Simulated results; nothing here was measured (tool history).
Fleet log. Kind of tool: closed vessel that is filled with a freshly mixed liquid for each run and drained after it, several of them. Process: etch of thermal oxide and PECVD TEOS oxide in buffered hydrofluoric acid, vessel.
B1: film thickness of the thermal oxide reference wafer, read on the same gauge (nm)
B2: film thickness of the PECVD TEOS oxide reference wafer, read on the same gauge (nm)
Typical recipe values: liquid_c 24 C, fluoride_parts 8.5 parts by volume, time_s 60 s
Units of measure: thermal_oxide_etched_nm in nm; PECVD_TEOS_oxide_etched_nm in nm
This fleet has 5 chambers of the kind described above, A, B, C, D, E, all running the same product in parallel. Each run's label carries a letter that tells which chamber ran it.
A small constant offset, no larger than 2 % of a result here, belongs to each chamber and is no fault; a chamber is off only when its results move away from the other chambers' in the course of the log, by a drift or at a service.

{"run": "1C", "day": 0.154, "liquid_c": 24, "fluoride_parts": 8.5, "time_s": 60, "B1": 59.996, "B2": 40.048, "thermal_oxide_etched_nm": 77.615, "PECVD_TEOS_oxide_etched_nm": 260.86}
{"run": "2E", "day": 0.404, "liquid_c": 24, "fluoride_parts": 8.5, "time_s": 60, "B1": 60.003, "B2": 39.991, "thermal_oxide_etched_nm": 79.575, "PECVD_TEOS_oxide_etched_nm": 263.19}
{"run": "3D", "day": 0.6, "liquid_c": 24, "fluoride_parts": 8.5, "time_s": 60, "B1": 59.997, "B2": 40.023, "thermal_oxide_etched_nm": 78.748, "PECVD_TEOS_oxide_etched_nm": 261.82}
{"run": "4A", "day": 0.729, "liquid_c": 24, "fluoride_parts": 8.5, "time_s": 60, "B1": 59.967, "B2": 40.026, "thermal_oxide_etched_nm": 77.836, "PECVD_TEOS_oxide_etched_nm": 260.45}
{"day": 1.0, "done": "chamber D: hydrofluoric acid flow meter replaced"}
{"run": "5B", "day": 1.029, "liquid_c": 24, "fluoride_parts": 8.5, "time_s": 60, "B1": 59.989, "B2": 40.042, "thermal_oxide_etched_nm": 79.744, "PECVD_TEOS_oxide_etched_nm": 262.02}
{"run": "6C", "day": 1.188, "liquid_c": 24, "fluoride_parts": 8.5, "time_s": 60, "B1": 59.997, "B2": 39.952, "thermal_oxide_etched_nm": 76.753, "PECVD_TEOS_oxide_etched_nm": 264.13}
{"run": "7E", "day": 1.371, "liquid_c": 24, "fluoride_parts": 8.5, "time_s": 60, "B1": 60.003, "B2": 39.997, "thermal_oxide_etched_nm": 80.499, "PECVD_TEOS_oxide_etched_nm": 260.87}
{"run": "8B", "day": 1.583, "liquid_c": 24, "fluoride_parts": 8.5, "time_s": 60, "B1": 59.995, "B2": 40.021, "thermal_oxide_etched_nm": 78.813, "PECVD_TEOS_oxide_etched_nm": 261.73}
{"run": "9D", "day": 1.862, "liquid_c": 24, "fluoride_parts": 8.5, "time_s": 60, "B1": 59.981, "B2": 39.999, "thermal_oxide_etched_nm": 78.071, "PECVD_TEOS_oxide_etched_nm": 262.03}
{"run": "10A", "day": 2.062, "liquid_c": 24, "fluoride_parts": 8.5, "time_s": 60, "B1": 59.981, "B2": 40.038, "thermal_oxide_etched_nm": 78.21, "PECVD_TEOS_oxide_etched_nm": 259.46}
{"run": "11C", "day": 2.275, "liquid_c": 24, "fluoride_parts": 8.5, "time_s": 60, "B1": 60.003, "B2": 40.043, "thermal_oxide_etched_nm": 76.91, "PECVD_TEOS_oxide_etched_nm": 261.98}
{"run": "12E", "day": 2.471, "liquid_c": 24, "fluoride_parts": 8.5, "time_s": 60, "B1": 59.994, "B2": 40.005, "thermal_oxide_etched_nm": 78.803, "PECVD_TEOS_oxide_etched_nm": 260.42}
{"run": "13A", "day": 2.696, "liquid_c": 24, "fluoride_parts": 8.5, "time_s": 60, "B1": 60.013, "B2": 40.031, "thermal_oxide_etched_nm": 77.226, "PECVD_TEOS_oxide_etched_nm": 259.24}
{"run": "14B", "day": 2.879, "liquid_c": 24, "fluoride_parts": 8.5, "time_s": 60, "B1": 60.007, "B2": 39.996, "thermal_oxide_etched_nm": 78.803, "PECVD_TEOS_oxide_etched_nm": 265.19}
{"run": "15D", "day": 3.079, "liquid_c": 24, "fluoride_parts": 8.5, "time_s": 60, "B1": 60.018, "B2": 39.964, "thermal_oxide_etched_nm": 79.2, "PECVD_TEOS_oxide_etched_nm": 254.4}
{"run": "16B", "day": 3.267, "liquid_c": 24, "fluoride_parts": 8.5, "time_s": 60, "B1": 60.011, "B2": 39.96, "thermal_oxide_etched_nm": 79.434, "PECVD_TEOS_oxide_etched_nm": 262.2}
{"run": "17D", "day": 3.512, "liquid_c": 24, "fluoride_parts": 8.5, "time_s": 60, "B1": 60.015, "B2": 40.026, "thermal_oxide_etched_nm": 78.373, "PECVD_TEOS_oxide_etched_nm": 258.14}
{"run": "18E", "day": 3.662, "liquid_c": 24, "fluoride_parts": 8.5, "time_s": 60, "B1": 59.979, "B2": 40.024, "thermal_oxide_etched_nm": 79.081, "PECVD_TEOS_oxide_etched_nm": 264.09}
{"run": "19A", "day": 3.912, "liquid_c": 24, "fluoride_parts": 8.5, "time_s": 60, "B1": 59.986, "B2": 40.035, "thermal_oxide_etched_nm": 77.361, "PECVD_TEOS_oxide_etched_nm": 259.82}
{"run": "20C", "day": 4.192, "liquid_c": 24, "fluoride_parts": 8.5, "time_s": 60, "B1": 60.014, "B2": 39.954, "thermal_oxide_etched_nm": 78.133, "PECVD_TEOS_oxide_etched_nm": 264.77}
{"run": "21C", "day": 4.433, "liquid_c": 24, "fluoride_parts": 8.5, "time_s": 60, "B1": 59.99, "B2": 39.997, "thermal_oxide_etched_nm": 79.485, "PECVD_TEOS_oxide_etched_nm": 262.25}
{"run": "22D", "day": 4.588, "liquid_c": 24, "fluoride_parts": 8.5, "time_s": 80, "B1": 59.998, "B2": 40.024, "thermal_oxide_etched_nm": 104.68, "PECVD_TEOS_oxide_etched_nm": 343.54}
{"run": "23A", "day": 4.838, "liquid_c": 24, "fluoride_parts": 8.5, "time_s": 80, "B1": 60.01, "B2": 39.977, "thermal_oxide_etched_nm": 103.92, "PECVD_TEOS_oxide_etched_nm": 349.34}
{"run": "24B", "day": 5.092, "liquid_c": 24, "fluoride_parts": 8.5, "time_s": 80, "B1": 60.014, "B2": 39.999, "thermal_oxide_etched_nm": 104.9, "PECVD_TEOS_oxide_etched_nm": 349.19}
{"run": "25E", "day": 5.392, "liquid_c": 24, "fluoride_parts": 8.5, "time_s": 80, "B1": 60.011, "B2": 39.988, "thermal_oxide_etched_nm": 106.36, "PECVD_TEOS_oxide_etched_nm": 342.09}
{"run": "26E", "day": 5.55, "liquid_c": 24, "fluoride_parts": 8.5, "time_s": 80, "B1": 59.98, "B2": 40.021, "thermal_oxide_etched_nm": 104.49, "PECVD_TEOS_oxide_etched_nm": 350.54}
{"run": "27D", "day": 5.821, "liquid_c": 24, "fluoride_parts": 8.5, "time_s": 60, "B1": 59.988, "B2": 40.01, "thermal_oxide_etched_nm": 78.224, "PECVD_TEOS_oxide_etched_nm": 257.51}
{"run": "28B", "day": 6.121, "liquid_c": 24, "fluoride_parts": 11.5, "time_s": 60, "B1": 60.007, "B2": 40.014, "thermal_oxide_etched_nm": 60.82, "PECVD_TEOS_oxide_etched_nm": 200.99}
{"run": "29A", "day": 6.3, "liquid_c": 24, "fluoride_parts": 11.5, "time_s": 60, "B1": 59.994, "B2": 40.038, "thermal_oxide_etched_nm": 61.003, "PECVD_TEOS_oxide_etched_nm": 200.29}
{"run": "30C", "day": 6.45, "liquid_c": 24, "fluoride_parts": 11.5, "time_s": 60, "B1": 60.025, "B2": 39.937, "thermal_oxide_etched_nm": 59.802, "PECVD_TEOS_oxide_etched_nm": 199.18}
{"run": "31D", "day": 6.588, "liquid_c": 24, "fluoride_parts": 11.5, "time_s": 60, "B1": 59.996, "B2": 40.005, "thermal_oxide_etched_nm": 60.543, "PECVD_TEOS_oxide_etched_nm": 197.46}
{"run": "32A", "day": 6.758, "liquid_c": 24, "fluoride_parts": 11.5, "time_s": 60, "B1": 59.986, "B2": 39.938, "thermal_oxide_etched_nm": 58.559, "PECVD_TEOS_oxide_etched_nm": 202.54}
{"day": 6.875, "done": "chamber B: hydrofluoric acid flow meter replaced"}
{"run": "33E", "day": 7.017, "liquid_c": 24, "fluoride_parts": 8.5, "time_s": 60, "B1": 59.987, "B2": 39.958, "thermal_oxide_etched_nm": 78.816, "PECVD_TEOS_oxide_etched_nm": 258.89}
{"run": "34C", "day": 7.242, "liquid_c": 24, "fluoride_parts": 8.5, "time_s": 60, "B1": 60.005, "B2": 39.96, "thermal_oxide_etched_nm": 76.221, "PECVD_TEOS_oxide_etched_nm": 256.64}
{"run": "35B", "day": 7.45, "liquid_c": 24, "fluoride_parts": 8.5, "time_s": 40, "B1": 60.007, "B2": 39.999, "thermal_oxide_etched_nm": 52.628, "PECVD_TEOS_oxide_etched_nm": 173.58}
{"run": "36D", "day": 7.683, "liquid_c": 24, "fluoride_parts": 8.5, "time_s": 40, "B1": 59.997, "B2": 40.01, "thermal_oxide_etched_nm": 52.823, "PECVD_TEOS_oxide_etched_nm": 172.65}
{"run": "37B", "day": 7.95, "liquid_c": 24, "fluoride_parts": 8.5, "time_s": 40, "B1": 60.006, "B2": 39.99, "thermal_oxide_etched_nm": 52.351, "PECVD_TEOS_oxide_etched_nm": 174.57}
{"run": "38E", "day": 8.096, "liquid_c": 24, "fluoride_parts": 8.5, "time_s": 40, "B1": 59.983, "B2": 39.981, "thermal_oxide_etched_nm": 53.754, "PECVD_TEOS_oxide_etched_nm": 172.51}
{"run": "39A", "day": 8.338, "liquid_c": 24, "fluoride_parts": 8.5, "time_s": 40, "B1": 60.006, "B2": 40.044, "thermal_oxide_etched_nm": 52.006, "PECVD_TEOS_oxide_etched_nm": 170.06}
{"run": "40C", "day": 8.6, "liquid_c": 24, "fluoride_parts": 8.5, "time_s": 60, "B1": 60.004, "B2": 39.972, "thermal_oxide_etched_nm": 76.487, "PECVD_TEOS_oxide_etched_nm": 265.14}
{"run": "41C", "day": 8.842, "liquid_c": 27, "fluoride_parts": 8.5, "time_s": 40, "B1": 59.985, "B2": 39.981, "thermal_oxide_etched_nm": 60.219, "PECVD_TEOS_oxide_etched_nm": 202.74}
{"run": "42A", "day": 9.079, "liquid_c": 27, "fluoride_parts": 8.5, "time_s": 40, "B1": 59.985, "B2": 40.03, "thermal_oxide_etched_nm": 59.657, "PECVD_TEOS_oxide_etched_nm": 205.27}
{"run": "43B", "day": 9.217, "liquid_c": 27, "fluoride_parts": 8.5, "time_s": 40, "B1": 60.004, "B2": 40.015, "thermal_oxide_etched_nm": 61.63, "PECVD_TEOS_oxide_etched_nm": 206.23}
{"run": "44E", "day": 9.388, "liquid_c": 27, "fluoride_parts": 8.5, "time_s": 40, "B1": 59.999, "B2": 40.009, "thermal_oxide_etched_nm": 62.179, "PECVD_TEOS_oxide_etched_nm": 202.17}

Is one chamber out of step, is the gauge drifting, or do the chambers differ by no more than their own small offsets? For an off chamber, give its letter and the likeliest cause.

All chambers stay in line apart from their small fixed offsets, and the gauge does not drift.
